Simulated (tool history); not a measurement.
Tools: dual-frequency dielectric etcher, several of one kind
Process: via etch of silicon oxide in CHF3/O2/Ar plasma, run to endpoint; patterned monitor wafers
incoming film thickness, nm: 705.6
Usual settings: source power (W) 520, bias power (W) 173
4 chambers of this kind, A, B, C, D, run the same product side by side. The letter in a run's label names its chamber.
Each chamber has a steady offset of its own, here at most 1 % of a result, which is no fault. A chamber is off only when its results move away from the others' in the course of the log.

run,day,source power (W),bias power (W),hours since the last wet clean,hours since the last source power generator calibration,hours since the last bias power generator calibration,endpoint time (s)
1A,0.283,520,173,307.5,878,2863.8,380.55
2D,0.642,520,173,82.9,1718.1,1818.7,381.22
3B,1.042,520,173,325.3,51.4,2807.7,383.43
4C,1.383,520,173,158.8,339,3292.1,378.89
# day 1.617: chamber A: wet clean of the chamber
5B,1.658,520,173,340.1,66.2,2822.5,380.69
6C,2.004,520,134,173.7,353.9,3307,411.99
7A,2.454,520,134,20.2,930.1,2915.9,410.99
8D,2.725,520,134,132.9,1768.1,1868.7,415.68
9B,3.158,520,134,376.1,102.2,2858.5,414.25
10C,3.492,520,173,209.4,389.6,3342.7,381.45
11D,3.8,520,173,158.7,1793.9,1894.5,381.8
12A,4.175,520,173,61.5,971.4,2957.2,380.82
13A,4.45,520,173,68.1,978,2963.8,377.68
14B,4.808,520,173,415.7,141.8,2898.1,383.76
15D,5.279,520,173,194.2,1829.4,1930,381.46
16C,5.583,520,173,259.6,439.8,3392.9,378.7
17A,5.917,520,173,103.3,1013.2,2999,376.3
18B,6.229,520,173,449.8,175.9,2932.2,380.71
19C,6.679,520,173,285.9,466.1,3419.2,379.32
20D,7,520,173,235.5,1870.7,1971.3,379.66
21C,7.429,520,173,303.9,484.1,3437.2,380.62
22D,7.758,520,173,253.7,1888.9,1989.5,381.29
# day 7.888: chamber B: wet clean of the chamber
23A,7.975,520,173,152.7,1062.6,3048.4,378.51
24B,8.296,520,173,9.9,225.5,2981.8,383.98
25B,8.525,520,173,15.4,231,2987.3,382.49
26D,8.825,460,139,279.3,1914.5,2015.1,433.32
# day 9.1: chamber C: bias power generator calibrated
27A,9.188,460,139,181.8,1091.7,3077.5,426.22
28C,9.554,460,139,354.9,535.1,11,423.75
29B,10.008,460,139,51,266.6,3022.9,432.23
# day 10.204: chamber B: bias power generator calibrated
30A,10.233,520,173,206.9,1116.8,3102.6,382.28
31C,10.554,520,173,378.9,559.1,35,383.89
32D,11.008,520,173,331.7,1966.9,2067.5,379.9
33D,11.392,520,173,340.9,1976.1,2076.7,382.08
34A,11.775,520,173,243.9,1153.8,3139.6,377.01
# day 12.012: chamber D: bias power generator calibrated
35C,12.242,520,173,419.4,599.6,75.5,380.93
# day 12.338: chamber C: wet clean of the chamber
36B,12.575,520,173,112.6,328.2,56.9,382.61
37C,13.046,520,173,17.1,618.9,94.8,377.54
38D,13.467,520,173,390.7,2025.9,34.9,376.98
39A,13.717,520,194,290.5,1200.4,3186.2,363.6
40B,14.146,520,194,150.3,365.9,94.6,367.5
41B,14.512,520,194,159.1,374.7,103.4,368.55
42D,14.729,520,194,421,2056.2,65.2,361.57

Next, every chamber runs the same settings. What will each give?
43A,15.075,520,195,,,,?
43B,15.075,520,195,,,,?
43C,15.075,520,195,,,,?
43D,15.075,520,195,,,,?

run,endpoint time (s)
43A,361.21
43B,369.7
43C,363.79
43D,366.57

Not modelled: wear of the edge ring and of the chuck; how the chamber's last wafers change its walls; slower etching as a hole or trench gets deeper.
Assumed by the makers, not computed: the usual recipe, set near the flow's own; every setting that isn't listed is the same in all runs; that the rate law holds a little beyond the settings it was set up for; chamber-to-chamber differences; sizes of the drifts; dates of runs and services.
